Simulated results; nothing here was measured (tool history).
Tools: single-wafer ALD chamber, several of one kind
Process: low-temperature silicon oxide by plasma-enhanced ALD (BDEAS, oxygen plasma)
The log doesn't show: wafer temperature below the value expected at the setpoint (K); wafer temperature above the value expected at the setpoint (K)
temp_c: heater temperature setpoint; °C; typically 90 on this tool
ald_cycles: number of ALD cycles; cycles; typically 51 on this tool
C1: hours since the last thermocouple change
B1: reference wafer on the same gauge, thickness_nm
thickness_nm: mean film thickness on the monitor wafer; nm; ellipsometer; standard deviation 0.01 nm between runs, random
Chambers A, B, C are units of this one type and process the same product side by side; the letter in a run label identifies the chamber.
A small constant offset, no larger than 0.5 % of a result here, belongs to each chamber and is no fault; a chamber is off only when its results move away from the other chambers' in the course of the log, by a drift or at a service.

run 1B hour=11.2 | temp_c=90 ald_cycles=51 | C1=51.7 | B1=7.6629 | thickness_nm=7.5758
run 2A hour=19.8 | temp_c=90 ald_cycles=51 | C1=1878.2 | B1=7.6634 | thickness_nm=7.5319
run 3C hour=26.7 | temp_c=90 ald_cycles=51 | C1=1088.6 | B1=7.6642 | thickness_nm=7.5411
run 4B hour=33.9 | temp_c=90 ald_cycles=51 | C1=74.4 | B1=7.6678 | thickness_nm=7.5795
run 5C hour=40.8 | temp_c=90 ald_cycles=51 | C1=1102.7 | B1=7.6675 | thickness_nm=7.5264
run 6A hour=53 | temp_c=90 ald_cycles=51 | C1=1911.4 | B1=7.6693 | thickness_nm=7.5331
run 7C hour=61.2 | temp_c=90 ald_cycles=51 | C1=1123.1 | B1=7.6701 | thickness_nm=7.527
run 8A hour=74.5 | temp_c=90 ald_cycles=51 | C1=1932.9 | B1=7.6719 | thickness_nm=7.5737
run 9B hour=83.8 | temp_c=90 ald_cycles=51 | C1=124.3 | B1=7.6752 | thickness_nm=7.6003
run 10A hour=93.7 | temp_c=90 ald_cycles=51 | C1=1952.1 | B1=7.6797 | thickness_nm=7.5594
run 11B hour=107.1 | temp_c=90 ald_cycles=51 | C1=147.6 | B1=7.6805 | thickness_nm=7.5952
run 12C hour=117.2 | temp_c=90 ald_cycles=51 | C1=1179.1 | B1=7.6814 | thickness_nm=7.5535
run 13A hour=123.5 | temp_c=85 ald_cycles=60 | C1=1981.9 | B1=7.6828 | thickness_nm=9.0799
run 14B hour=132.4 | temp_c=85 ald_cycles=60 | C1=172.9 | B1=7.6838 | thickness_nm=9.0925
run 15C hour=142.3 | temp_c=85 ald_cycles=60 | C1=1204.2 | B1=7.6849 | thickness_nm=9.0498
run 16C hour=151.2 | temp_c=84 ald_cycles=51 | C1=1213.1 | B1=7.6872 | thickness_nm=7.7099
run 17A hour=159.6 | temp_c=84 ald_cycles=51 | C1=2018 | B1=7.6889 | thickness_nm=7.734
run 18B hour=173.1 | temp_c=84 ald_cycles=51 | C1=213.6 | B1=7.6913 | thickness_nm=7.7649
run 19A hour=180.4 | temp_c=90 ald_cycles=51 | C1=2038.8 | B1=7.6925 | thickness_nm=7.5598
run 20B hour=192.2 | temp_c=90 ald_cycles=51 | C1=232.7 | B1=7.694 | thickness_nm=7.6217
run 21C hour=198.3 | temp_c=90 ald_cycles=51 | C1=1260.2 | B1=7.6959 | thickness_nm=7.5508
run 22B hour=208.6 | temp_c=90 ald_cycles=51 | C1=249.1 | B1=7.6948 | thickness_nm=7.6257
run 23A hour=221 | temp_c=103 ald_cycles=60 | C1=2079.4 | B1=7.702 | thickness_nm=8.5424
run 24C hour=228.2 | temp_c=103 ald_cycles=60 | C1=1290.1 | B1=7.6979 | thickness_nm=8.5533
run 25B hour=240.2 | temp_c=103 ald_cycles=60 | C1=280.7 | B1=7.7036 | thickness_nm=8.5976

Has any chamber moved away from the others, gradually or after a service, or does the common gauge drift, or do the chambers differ only by their own small steady offsets? State the chamber and the most likely cause if one applies.

It is the gauge, not a chamber: its drift shows up in every chamber's results at once, and no chamber is off.
What lies behind it: gauge reads high (%) = 0.578.

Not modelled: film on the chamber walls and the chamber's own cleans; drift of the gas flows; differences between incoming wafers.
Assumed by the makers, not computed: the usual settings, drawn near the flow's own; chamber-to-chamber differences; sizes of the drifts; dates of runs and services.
